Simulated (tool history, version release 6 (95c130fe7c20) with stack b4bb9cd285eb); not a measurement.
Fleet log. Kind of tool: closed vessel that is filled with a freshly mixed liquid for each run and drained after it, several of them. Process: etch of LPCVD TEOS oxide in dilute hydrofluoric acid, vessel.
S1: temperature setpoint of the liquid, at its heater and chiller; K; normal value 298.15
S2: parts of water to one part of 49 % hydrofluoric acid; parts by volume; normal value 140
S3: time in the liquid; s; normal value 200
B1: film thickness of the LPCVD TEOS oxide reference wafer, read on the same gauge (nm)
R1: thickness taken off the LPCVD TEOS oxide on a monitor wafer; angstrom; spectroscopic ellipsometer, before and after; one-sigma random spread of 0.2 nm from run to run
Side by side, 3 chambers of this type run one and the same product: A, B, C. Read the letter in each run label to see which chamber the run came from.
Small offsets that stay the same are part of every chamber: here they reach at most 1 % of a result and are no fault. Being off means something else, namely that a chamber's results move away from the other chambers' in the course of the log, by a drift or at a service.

| run | hour | S1 | S2 | S3 | B1 | R1 |
|---|---|---|---|---|---|---|
| 1A | 10.3 | 298.15 | 140 | 200 | 59.998 | 348.73 |
| 2B | 20.8 | 298.15 | 140 | 200 | 60.006 | 356.73 |
| 3C | 28.9 | 298.15 | 140 | 200 | 59.981 | 355.45 |
| 4A | 35.8 | 298.15 | 140 | 200 | 60.003 | 353.34 |
| 5C | 47.2 | 298.15 | 140 | 200 | 59.989 | 357.31 |
| 6B | 57.7 | 298.15 | 140 | 200 | 59.974 | 353.71 |
| 7C | 65.2 | 298.15 | 140 | 200 | 60.013 | 355.78 |
| 8B | 75.4 | 298.15 | 140 | 200 | 59.994 | 353.40 |
| 9A | 86.8 | 298.15 | 140 | 200 | 59.996 | 350.14 |
| 10C | 97.8 | 302.15 | 140 | 200 | 60.004 | 417.10 |
| 11A | 104.8 | 302.15 | 140 | 200 | 59.999 | 403.30 |
| 12B | 116.3 | 302.15 | 140 | 200 | 59.994 | 414.39 |
|  | 123.1 | chamber A: thermometer replaced |
| 13C | 123.7 | 298.15 | 140 | 200 | 59.990 | 354.50 |
| 14A | 134.3 | 298.15 | 140 | 200 | 60.009 | 350.04 |
| 15B | 143.4 | 298.15 | 140 | 200 | 60.003 | 359.08 |
| 16B | 152.8 | 298.15 | 140 | 200 | 60.005 | 359.58 |
| 17A | 159.5 | 298.15 | 140 | 200 | 60.005 | 345.66 |
| 18C | 166.3 | 298.15 | 140 | 200 | 59.992 | 353.91 |
| 19B | 175.3 | 298.15 | 140 | 200 | 60.019 | 359.79 |
| 20C | 180.6 | 298.15 | 140 | 200 | 60.012 | 354.24 |
| 21A | 186.4 | 294.15 | 140 | 100 | 60.011 | 150.35 |
| 22A | 191.6 | 294.15 | 140 | 100 | 60.001 | 151.40 |
| 23C | 199.2 | 294.15 | 140 | 100 | 59.998 | 150.68 |
| 24B | 207.1 | 298.15 | 140 | 200 | 60.001 | 362.59 |
| 25C | 213.0 | 298.15 | 140 | 200 | 59.974 | 354.52 |
| 26A | 220.5 | 294.65 | 205 | 200 | 59.984 | 194.48 |
| 27B | 228.2 | 294.65 | 205 | 200 | 60.020 | 203.66 |
| 28A | 237.7 | 294.65 | 205 | 200 | 59.993 | 196.19 |
| 29B | 246.1 | 298.15 | 140 | 200 | 59.996 | 364.62 |

All 3 chambers run these settings next. Forecast each chamber's results:
| 30A | 254.6 | 298.15 | 140 | 110 |  | ? |
| 30B | 254.6 | 298.15 | 140 | 110 |  | ? |
| 30C | 254.6 | 298.15 | 140 | 110 |  | ? |

| run | R1 |
|---|---|
| 30A | 190.46 |
| 30B | 202.97 |
| 30C | 193.73 |

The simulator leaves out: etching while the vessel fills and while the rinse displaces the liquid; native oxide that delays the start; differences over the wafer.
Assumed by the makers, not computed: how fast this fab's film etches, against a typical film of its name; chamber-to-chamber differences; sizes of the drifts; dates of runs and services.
